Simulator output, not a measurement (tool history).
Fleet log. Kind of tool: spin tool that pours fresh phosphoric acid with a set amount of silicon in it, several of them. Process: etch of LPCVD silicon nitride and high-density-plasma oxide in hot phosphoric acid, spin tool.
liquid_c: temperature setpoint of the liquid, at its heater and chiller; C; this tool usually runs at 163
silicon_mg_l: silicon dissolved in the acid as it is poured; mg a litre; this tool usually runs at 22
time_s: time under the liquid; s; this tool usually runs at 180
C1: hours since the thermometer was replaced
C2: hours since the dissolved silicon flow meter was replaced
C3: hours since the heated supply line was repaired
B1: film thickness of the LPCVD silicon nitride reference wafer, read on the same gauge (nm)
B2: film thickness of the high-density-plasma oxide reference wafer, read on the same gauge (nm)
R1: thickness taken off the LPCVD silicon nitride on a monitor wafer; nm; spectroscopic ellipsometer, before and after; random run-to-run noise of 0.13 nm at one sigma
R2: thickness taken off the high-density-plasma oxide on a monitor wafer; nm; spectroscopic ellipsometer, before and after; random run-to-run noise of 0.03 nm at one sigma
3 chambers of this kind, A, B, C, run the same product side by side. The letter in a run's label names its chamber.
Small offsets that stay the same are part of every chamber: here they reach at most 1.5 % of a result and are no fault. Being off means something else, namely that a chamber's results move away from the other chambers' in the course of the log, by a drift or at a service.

-- hour=0.8 chamber C: thermometer replaced
run 1A hour=7.2 | liquid_c=163 silicon_mg_l=22 time_s=180 | C1=229 C2=121.7 C3=315.3 | B1=69.978 B2=99.983 | R1=15.701 R2=0.7935
run 2B hour=18 | liquid_c=163 silicon_mg_l=22 time_s=180 | C1=1141.3 C2=382.8 C3=1989.8 | B1=69.981 B2=100 | R1=15.902 R2=0.74737
run 3C hour=24.1 | liquid_c=163 silicon_mg_l=22 time_s=180 | C1=23.3 C2=1076.1 C3=241.7 | B1=70.001 B2=99.996 | R1=15.708 R2=0.80642
run 4B hour=31.7 | liquid_c=163 silicon_mg_l=22 time_s=180 | C1=1155 C2=396.5 C3=2003.5 | B1=69.987 B2=100.01 | R1=15.876 R2=0.84986
run 5C hour=38.7 | liquid_c=163 silicon_mg_l=22 time_s=180 | C1=37.9 C2=1090.7 C3=256.3 | B1=69.985 B2=100.01 | R1=15.874 R2=0.8304
run 6A hour=45.7 | liquid_c=163 silicon_mg_l=22 time_s=180 | C1=267.5 C2=160.2 C3=353.8 | B1=69.977 B2=99.985 | R1=16.085 R2=0.77681
run 7C hour=52.5 | liquid_c=164.5 silicon_mg_l=22 time_s=180 | C1=51.7 C2=1104.5 C3=270.1 | B1=70.001 B2=99.999 | R1=16.884 R2=0.83502
run 8A hour=60.5 | liquid_c=164.5 silicon_mg_l=22 time_s=180 | C1=282.3 C2=175 C3=368.6 | B1=70.013 B2=99.997 | R1=16.921 R2=0.89552
run 9B hour=71.8 | liquid_c=164.5 silicon_mg_l=22 time_s=180 | C1=1195.1 C2=436.6 C3=2043.6 | B1=70.017 B2=100.01 | R1=16.826 R2=0.91058
run 10A hour=82.1 | liquid_c=163 silicon_mg_l=22 time_s=180 | C1=303.9 C2=196.6 C3=390.2 | B1=70.009 B2=99.988 | R1=16.097 R2=0.77249
run 11B hour=90.9 | liquid_c=163 silicon_mg_l=22 time_s=180 | C1=1214.2 C2=455.7 C3=2062.7 | B1=70.002 B2=99.976 | R1=15.859 R2=0.8428
run 12C hour=98.2 | liquid_c=163 silicon_mg_l=22 time_s=135 | C1=97.4 C2=1150.2 C3=315.8 | B1=70.024 B2=99.997 | R1=11.774 R2=0.5922
run 13B hour=105.3 | liquid_c=163 silicon_mg_l=22 time_s=135 | C1=1228.6 C2=470.1 C3=2077.1 | B1=69.948 B2=100 | R1=11.939 R2=0.60299
run 14A hour=116.5 | liquid_c=163 silicon_mg_l=22 time_s=135 | C1=338.3 C2=231 C3=424.6 | B1=70.028 B2=100.01 | R1=12.223 R2=0.61149
run 15C hour=125.2 | liquid_c=163 silicon_mg_l=22 time_s=180 | C1=124.4 C2=1177.2 C3=342.8 | B1=70.025 B2=100.01 | R1=15.803 R2=0.80855
run 16A hour=135.7 | liquid_c=163 silicon_mg_l=22 time_s=180 | C1=357.5 C2=250.2 C3=443.8 | B1=69.983 B2=99.987 | R1=16.43 R2=0.90366
run 17B hour=141.5 | liquid_c=163 silicon_mg_l=22 time_s=180 | C1=1264.8 C2=506.3 C3=2113.3 | B1=69.99 B2=99.994 | R1=16.159 R2=0.81822
run 18C hour=152.1 | liquid_c=163 silicon_mg_l=22 time_s=180 | C1=151.3 C2=1204.1 C3=369.7 | B1=69.984 B2=100.01 | R1=15.658 R2=0.84161
run 19B hour=162.4 | liquid_c=163 silicon_mg_l=22 time_s=180 | C1=1285.7 C2=527.2 C3=2134.2 | B1=70.002 B2=100.01 | R1=15.938 R2=0.82405
run 20C hour=168.3 | liquid_c=163 silicon_mg_l=22 time_s=180 | C1=167.5 C2=1220.3 C3=385.9 | B1=69.95 B2=99.978 | R1=15.969 R2=0.75179
run 21A hour=179 | liquid_c=165.5 silicon_mg_l=16 time_s=180 | C1=400.8 C2=293.5 C3=487.1 | B1=70.006 B2=100.01 | R1=18.01 R2=1.2881
run 22C hour=190.9 | liquid_c=165.5 silicon_mg_l=16 time_s=180 | C1=190.1 C2=1242.9 C3=408.5 | B1=69.979 B2=100 | R1=16.934 R2=1.0897
run 23B hour=202.6 | liquid_c=165.5 silicon_mg_l=16 time_s=180 | C1=1325.9 C2=567.4 C3=2174.4 | B1=69.992 B2=99.995 | R1=17.378 R2=1.096
run 24A hour=213.8 | liquid_c=163 silicon_mg_l=22 time_s=180 | C1=435.6 C2=328.3 C3=521.9 | B1=69.996 B2=99.999 | R1=16.803 R2=0.85742

All chambers now run identical settings, listed one chamber a line with results as question marks. What results will each chamber show?
run 25A hour=222.3 | liquid_c=163 silicon_mg_l=22 time_s=280 | R1=? R2=?
run 25B hour=222.3 | liquid_c=163 silicon_mg_l=22 time_s=280 | R1=? R2=?
run 25C hour=222.3 | liquid_c=163 silicon_mg_l=22 time_s=280 | R1=? R2=?

run=25A R1=25.96 R2=1.3944
run=25B R1=24.787 R2=1.2879
run=25C R1=24.304 R2=1.116

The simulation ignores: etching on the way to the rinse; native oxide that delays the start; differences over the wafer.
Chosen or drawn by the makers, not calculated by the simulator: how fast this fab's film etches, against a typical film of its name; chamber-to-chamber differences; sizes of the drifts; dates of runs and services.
